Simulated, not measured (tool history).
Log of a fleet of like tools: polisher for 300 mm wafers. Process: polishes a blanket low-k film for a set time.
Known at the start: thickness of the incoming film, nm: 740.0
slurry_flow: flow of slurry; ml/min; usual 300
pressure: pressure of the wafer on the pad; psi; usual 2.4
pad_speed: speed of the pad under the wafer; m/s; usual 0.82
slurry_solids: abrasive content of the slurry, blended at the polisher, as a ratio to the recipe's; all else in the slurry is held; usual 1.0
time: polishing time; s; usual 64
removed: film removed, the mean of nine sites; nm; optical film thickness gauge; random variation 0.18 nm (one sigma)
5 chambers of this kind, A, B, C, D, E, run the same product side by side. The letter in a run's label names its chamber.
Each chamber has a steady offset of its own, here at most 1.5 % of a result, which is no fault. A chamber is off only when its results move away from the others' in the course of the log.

run 1E hour=7.7 | slurry_flow=300 pressure=2.4 pad_speed=0.82 slurry_solids=1.0 time=64 | removed=25.615
run 2B hour=16.4 | slurry_flow=300 pressure=2.4 pad_speed=0.82 slurry_solids=1.0 time=64 | removed=25.252
run 3C hour=27.6 | slurry_flow=300 pressure=2.4 pad_speed=0.82 slurry_solids=1.0 time=64 | removed=25.132
run 4A hour=38.6 | slurry_flow=300 pressure=2.4 pad_speed=0.82 slurry_solids=1.0 time=64 | removed=24.749
-- hour=44.1 chamber E: worn pad replaced by a new one
run 5D hour=47.7 | slurry_flow=300 pressure=2.4 pad_speed=0.82 slurry_solids=1.0 time=64 | removed=25.188
-- hour=49.4 chamber D: worn pad replaced by a new one
run 6D hour=56.5 | slurry_flow=300 pressure=2.4 pad_speed=0.82 slurry_solids=1.0 time=64 | removed=25.293
-- hour=59.3 chamber A: slurry nozzle cleaned
-- hour=64.4 chamber D: conditioning disc replaced and pad reconditioned
run 7E hour=66.4 | slurry_flow=300 pressure=2.4 pad_speed=0.82 slurry_solids=1.0 time=64 | removed=25.450
-- hour=71.7 chamber C: slurry blender recalibrated
run 8B hour=74.0 | slurry_flow=300 pressure=2.4 pad_speed=0.82 slurry_solids=1.0 time=64 | removed=25.533
-- hour=76.9 chamber A: worn pad replaced by a new one
run 9C hour=85.7 | slurry_flow=300 pressure=2.4 pad_speed=0.82 slurry_solids=1.0 time=64 | removed=24.986
run 10A hour=94.7 | slurry_flow=300 pressure=2.4 pad_speed=0.82 slurry_solids=1.0 time=64 | removed=24.875
-- hour=106.5 chamber A: conditioning disc replaced and pad reconditioned
-- hour=107.3 chamber C: worn pad replaced by a new one
run 11D hour=108.2 | slurry_flow=300 pressure=2.4 pad_speed=0.82 slurry_solids=1.0 time=64 | removed=24.932
run 12A hour=117.6 | slurry_flow=300 pressure=2.4 pad_speed=0.82 slurry_solids=1.0 time=64 | removed=24.965
-- hour=118.4 chamber B: worn pad replaced by a new one
run 13E hour=128.1 | slurry_flow=300 pressure=2.4 pad_speed=0.82 slurry_solids=1.0 time=64 | removed=25.078
-- hour=129.5 chamber E: worn pad replaced by a new one
run 14B hour=142.1 | slurry_flow=300 pressure=2.4 pad_speed=0.82 slurry_solids=1.0 time=64 | removed=25.333
-- hour=142.3 chamber D: worn pad replaced by a new one
-- hour=144.3 chamber C: conditioning disc replaced and pad reconditioned
run 15C hour=150.8 | slurry_flow=300 pressure=2.4 pad_speed=0.82 slurry_solids=1.0 time=64 | removed=25.189
-- hour=154.3 chamber B: conditioning disc replaced and pad reconditioned
run 16E hour=163.5 | slurry_flow=300 pressure=2.4 pad_speed=0.60 slurry_solids=1.1 time=64 | removed=20.580
-- hour=167.0 chamber C: slurry blender recalibrated
run 17C hour=177.4 | slurry_flow=300 pressure=2.4 pad_speed=0.60 slurry_solids=1.1 time=64 | removed=20.487
-- hour=187.9 chamber C: slurry nozzle cleaned
run 18D hour=188.5 | slurry_flow=300 pressure=2.4 pad_speed=0.60 slurry_solids=1.1 time=64 | removed=20.496
run 19A hour=196.5 | slurry_flow=300 pressure=2.4 pad_speed=0.60 slurry_solids=1.1 time=64 | removed=20.001
-- hour=203.7 chamber D: head pressure recalibrated
run 20B hour=207.3 | slurry_flow=300 pressure=2.4 pad_speed=0.60 slurry_solids=1.1 time=64 | removed=20.629
-- hour=217.8 chamber E: worn pad replaced by a new one
run 21B hour=218.7 | slurry_flow=300 pressure=2.4 pad_speed=0.82 slurry_solids=1.0 time=64 | removed=25.372
-- hour=228.2 chamber B: worn pad replaced by a new one
run 22C hour=230.9 | slurry_flow=300 pressure=2.4 pad_speed=0.82 slurry_solids=1.0 time=64 | removed=25.161
-- hour=232.6 chamber D: worn pad replaced by a new one
-- hour=234.5 chamber A: worn pad replaced by a new one
run 23A hour=241.0 | slurry_flow=300 pressure=2.4 pad_speed=0.82 slurry_solids=1.0 time=64 | removed=24.616
-- hour=241.8 chamber A: conditioning disc replaced and pad reconditioned
-- hour=245.8 chamber C: worn pad replaced by a new one
run 24D hour=250.6 | slurry_flow=365 pressure=1.7 pad_speed=0.82 slurry_solids=1.0 time=64 | removed=18.173
-- hour=254.3 chamber E: slurry blender recalibrated
run 25E hour=257.6 | slurry_flow=365 pressure=1.7 pad_speed=0.82 slurry_solids=1.0 time=64 | removed=18.085
run 26E hour=267.1 | slurry_flow=365 pressure=1.7 pad_speed=0.82 slurry_solids=1.0 time=64 | removed=18.073
-- hour=272.8 chamber C: slurry blender recalibrated
run 27B hour=279.5 | slurry_flow=365 pressure=1.7 pad_speed=0.82 slurry_solids=1.0 time=64 | removed=18.422
run 28C hour=286.1 | slurry_flow=365 pressure=1.7 pad_speed=0.82 slurry_solids=1.0 time=64 | removed=18.435
run 29A hour=299.1 | slurry_flow=300 pressure=2.4 pad_speed=0.82 slurry_solids=1.0 time=64 | removed=24.376
run 30D hour=307.1 | slurry_flow=300 pressure=2.7 pad_speed=0.82 slurry_solids=1.0 time=76 | removed=33.154
run 31C hour=313.5 | slurry_flow=300 pressure=2.7 pad_speed=0.82 slurry_solids=1.0 time=76 | removed=33.443
-- hour=314.1 chamber E: worn pad replaced by a new one
-- hour=316.3 chamber D: worn pad replaced by a new one
-- hour=317.4 chamber B: head pressure recalibrated
-- hour=327.5 chamber B: worn pad replaced by a new one
run 32A hour=327.5 | slurry_flow=300 pressure=2.7 pad_speed=0.82 slurry_solids=1.0 time=76 | removed=32.263
run 33B hour=339.1 | slurry_flow=300 pressure=2.7 pad_speed=0.82 slurry_solids=1.0 time=76 | removed=33.607
-- hour=340.6 chamber A: head pressure recalibrated
-- hour=344.0 chamber B: slurry blender recalibrated
run 34E hour=352.9 | slurry_flow=300 pressure=2.7 pad_speed=0.82 slurry_solids=1.0 time=76 | removed=33.545
-- hour=353.7 chamber B: slurry nozzle cleaned
-- hour=365.0 chamber A: worn pad replaced by a new one
run 35D hour=365.1 | slurry_flow=300 pressure=2.4 pad_speed=0.82 slurry_solids=1.0 time=64 | removed=25.171
-- hour=371.0 chamber A: conditioning disc replaced and pad reconditioned
run 36B hour=373.0 | slurry_flow=300 pressure=2.4 pad_speed=0.82 slurry_solids=1.0 time=64 | removed=25.311
-- hour=382.6 chamber A: slurry nozzle cleaned
run 37A hour=386.1 | slurry_flow=300 pressure=2.4 pad_speed=0.82 slurry_solids=1.0 time=64 | removed=24.242
-- hour=389.2 chamber C: slurry blender recalibrated
-- hour=391.5 chamber C: worn pad replaced by a new one
run 38C hour=394.6 | slurry_flow=300 pressure=2.4 pad_speed=0.82 slurry_solids=1.0 time=64 | removed=24.880
-- hour=398.9 chamber D: worn pad replaced by a new one
-- hour=402.0 chamber E: worn pad replaced by a new one
run 39D hour=406.9 | slurry_flow=300 pressure=2.4 pad_speed=0.82 slurry_solids=1.0 time=64 | removed=25.248
run 40E hour=419.3 | slurry_flow=300 pressure=2.4 pad_speed=0.82 slurry_solids=1.0 time=64 | removed=25.421
-- hour=429.0 chamber B: worn pad replaced by a new one
-- hour=429.7 chamber C: head pressure recalibrated
run 41C hour=430.3 | slurry_flow=300 pressure=2.4 pad_speed=0.82 slurry_solids=1.0 time=64 | removed=25.410
run 42B hour=437.3 | slurry_flow=300 pressure=2.4 pad_speed=0.82 slurry_solids=1.0 time=64 | removed=25.575

Is one chamber off against the others, does the gauge drift, or is nothing wrong? If a chamber is off, say which, and what the likeliest cause is.

Chamber A drifts away from the others.
Cause: abrasive missing from the slurry, % = 9.01.

Here are 4 candidates for chamber A's next run, each the usual settings with a change, their results left as question marks. Which one brings its results back in line with what the others give on the usual settings?
In line means no further than this from the other chambers' mean on the usual settings: removed 0.610 nm
run 43A-1 hour=447.6 | slurry_flow=300 pressure=2.5 pad_speed=0.82 slurry_solids=1.00 time=65 | removed=?
run 43A-2 hour=447.6 | slurry_flow=300 pressure=2.4 pad_speed=0.78 slurry_solids=1.00 time=61 | removed=?
run 43A-3 hour=447.6 | slurry_flow=300 pressure=2.4 pad_speed=0.82 slurry_solids=1.05 time=69 | removed=?
run 43A-4 hour=447.6 | slurry_flow=300 pressure=2.4 pad_speed=0.80 slurry_solids=1.00 time=62 | removed=?

The other chambers' mean on the usual settings: removed 25.194 nm
run=43A-1 removed=25.333
run=43A-2 removed=21.929
run=43A-3 removed=26.429
run=43A-4 removed=22.748
43A-1 brings the chamber back in line.
